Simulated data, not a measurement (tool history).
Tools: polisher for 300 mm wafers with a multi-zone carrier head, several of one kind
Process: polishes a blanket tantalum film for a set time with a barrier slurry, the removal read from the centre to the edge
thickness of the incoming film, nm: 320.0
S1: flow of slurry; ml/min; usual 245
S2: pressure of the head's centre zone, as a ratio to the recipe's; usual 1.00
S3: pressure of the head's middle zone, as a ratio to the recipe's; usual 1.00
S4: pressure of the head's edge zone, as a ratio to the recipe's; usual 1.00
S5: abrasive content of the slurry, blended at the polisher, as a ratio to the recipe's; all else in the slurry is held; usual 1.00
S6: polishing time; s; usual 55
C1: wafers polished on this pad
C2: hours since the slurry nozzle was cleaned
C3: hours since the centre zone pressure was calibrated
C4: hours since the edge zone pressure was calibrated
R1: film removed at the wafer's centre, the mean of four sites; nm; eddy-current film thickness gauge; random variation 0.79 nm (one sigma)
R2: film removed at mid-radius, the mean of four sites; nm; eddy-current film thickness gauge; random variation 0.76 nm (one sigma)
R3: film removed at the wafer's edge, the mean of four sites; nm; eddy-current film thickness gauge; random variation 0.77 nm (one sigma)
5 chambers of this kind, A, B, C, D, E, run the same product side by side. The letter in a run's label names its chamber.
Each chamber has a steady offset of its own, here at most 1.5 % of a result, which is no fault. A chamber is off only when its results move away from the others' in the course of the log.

run	hour	S1	S2	S3	S4	S5	S6	C1	C2	C3	C4	R1	R2	R3
# hour 3.2: chamber A: edge zone pressure recalibrated
# hour 9.0: chamber C: centre zone pressure recalibrated
# hour 11.1: chamber E: slurry nozzle cleaned
1D	13.2	245	1.00	1.00	1.00	1.00	55	436	84.8	457.5	1144.0	62.484	64.960	62.860
# hour 13.7: chamber A: slurry nozzle cleaned
2C	20.8	245	1.00	1.00	1.00	1.00	55	386	415.9	11.9	601.3	62.755	61.395	62.939
# hour 29.6: chamber B: slurry nozzle cleaned
3B	36.2	245	1.00	1.00	1.00	1.00	55	270	6.6	237.7	425.9	63.140	63.824	61.126
# hour 51.3: chamber D: edge zone pressure recalibrated
4A	51.5	245	1.00	1.00	1.00	1.00	55	767	37.8	814.6	48.3	62.646	60.889	62.192
# hour 55.0: chamber E: centre zone pressure recalibrated
5E	64.5	245	1.00	1.00	1.00	1.00	55	857	53.5	9.5	273.0	63.000	61.897	61.008
6B	79.0	245	1.00	1.00	1.00	1.00	55	551	49.4	280.5	468.7	63.533	62.569	62.757
# hour 85.0: chamber B: worn pad replaced by a new one
7E	86.9	245	1.00	1.00	1.00	1.00	55	1004	75.9	31.9	295.4	62.955	63.268	61.953
# hour 100.5: chamber A: worn pad replaced by a new one
# hour 101.4: chamber E: worn pad replaced by a new one
# hour 103.4: chamber C: worn pad replaced by a new one
8A	103.4	245	1.00	1.00	1.00	1.25	73	19	89.7	866.5	100.2	88.595	88.836	87.168
# hour 109.2: chamber C: slurry nozzle cleaned
9C	115.4	245	1.00	1.00	1.00	1.25	73	78	6.3	106.5	695.9	89.676	87.882	86.886
10D	127.6	245	1.00	1.00	1.00	1.25	73	1189	199.2	571.9	76.3	89.271	88.342	89.475
11A	142.0	245	1.00	1.00	1.00	1.25	73	273	128.3	905.1	138.8	88.424	88.939	88.263
12C	150.8	245	1.00	1.00	1.00	1.25	73	311	41.7	141.9	731.3	89.066	87.548	86.930
13B	166.8	245	1.00	1.00	1.00	1.00	55	538	137.2	368.3	556.5	63.773	63.149	63.175
# hour 172.9: chamber B: worn pad replaced by a new one
14D	180.8	245	1.00	1.00	1.00	1.00	55	1539	252.4	625.1	129.5	62.384	62.047	61.142
# hour 182.0: chamber D: worn pad replaced by a new one
15E	193.2	245	1.00	1.00	1.00	1.00	55	604	182.2	138.2	401.7	62.443	63.706	61.803
16C	202.5	245	1.00	1.00	0.89	1.00	55	652	93.4	193.6	783.0	64.537	63.263	59.246
# hour 210.1: chamber A: centre zone pressure recalibrated
17B	214.4	245	1.00	1.00	0.89	1.00	55	273	184.8	415.9	604.1	62.238	61.784	58.827
18D	224.8	245	1.00	1.00	0.89	1.00	55	281	296.4	669.1	173.5	63.519	62.316	59.316
19A	235.7	245	1.00	1.00	0.89	1.00	55	890	222.0	25.7	232.5	62.483	60.938	59.001
# hour 245.0: chamber A: worn pad replaced by a new one
20E	250.8	245	1.00	1.00	0.89	1.00	55	983	239.8	195.8	459.3	63.681	62.765	57.625
21C	258.2	245	1.00	1.00	1.00	1.00	55	1018	149.1	249.3	838.7	62.628	63.018	62.072
# hour 259.5: chamber D: centre zone pressure recalibrated
# hour 260.3: chamber B: worn pad replaced by a new one
# hour 265.6: chamber C: worn pad replaced by a new one
22D	266.9	245	1.00	1.00	1.00	1.00	55	558	338.5	7.5	215.6	56.822	62.422	62.947
# hour 267.2: chamber B: slurry nozzle cleaned
# hour 268.6: chamber E: worn pad replaced by a new one
23B	275.8	245	1.00	1.00	1.00	1.00	55	102	8.6	477.3	665.5	61.853	62.323	63.025
24A	292.5	245	1.00	1.00	1.00	1.00	55	313	278.8	82.5	289.3	63.798	62.995	62.600
25E	307.7	245	1.00	0.89	1.00	0.85	55	257	296.7	252.7	516.2	60.292	52.844	59.019
26E	317.4	245	1.00	0.89	1.00	0.85	55	321	306.4	262.4	525.9	58.898	52.284	58.727
27B	330.7	245	1.00	0.89	1.00	0.85	55	463	63.5	532.2	720.4	59.674	53.177	59.925
28A	341.5	245	1.00	0.89	1.00	0.85	55	635	327.8	131.5	338.3	60.415	52.213	59.247
29C	354.8	245	1.00	0.89	1.00	0.85	55	587	245.7	345.9	935.3	59.913	54.666	58.859
# hour 354.9: chamber B: worn pad replaced by a new one
30D	363.5	245	1.00	1.00	1.00	1.00	55	1194	435.1	104.1	312.2	58.162	64.409	61.859
31E	371.6	245	1.00	1.00	1.00	1.00	55	678	360.6	316.6	580.1	62.502	61.873	62.578
32D	387.3	245	1.00	1.00	1.00	1.00	55	1351	458.9	127.9	336.0	57.857	62.631	61.759
# hour 394.7: chamber A: slurry nozzle cleaned
33B	396.3	245	1.00	1.00	1.00	1.00	55	272	129.1	597.8	786.0	63.859	64.080	60.891
# hour 401.1: chamber A: worn pad replaced by a new one
# hour 403.2: chamber C: edge zone pressure recalibrated
34A	411.8	245	1.00	1.00	1.00	1.00	55	70	17.1	201.8	408.6	63.305	62.080	62.295
35C	420.7	245	1.08	1.00	1.00	1.00	55	1021	311.6	411.8	17.5	68.944	61.836	61.778

Next, every chamber runs the same settings. What will each give?
36A	432.7	245	1.00	1.10	1.00	1.00	55					?	?	?
36B	432.7	245	1.00	1.10	1.00	1.00	55					?	?	?
36C	432.7	245	1.00	1.10	1.00	1.00	55					?	?	?
36D	432.7	245	1.00	1.10	1.00	1.00	55					?	?	?
36E	432.7	245	1.00	1.10	1.00	1.00	55					?	?	?

run	R1	R2	R3
36A	63.689	68.980	62.834
36B	62.995	69.923	62.050
36C	62.825	69.147	62.229
36D	57.661	69.166	63.398
36E	62.793	67.093	61.239
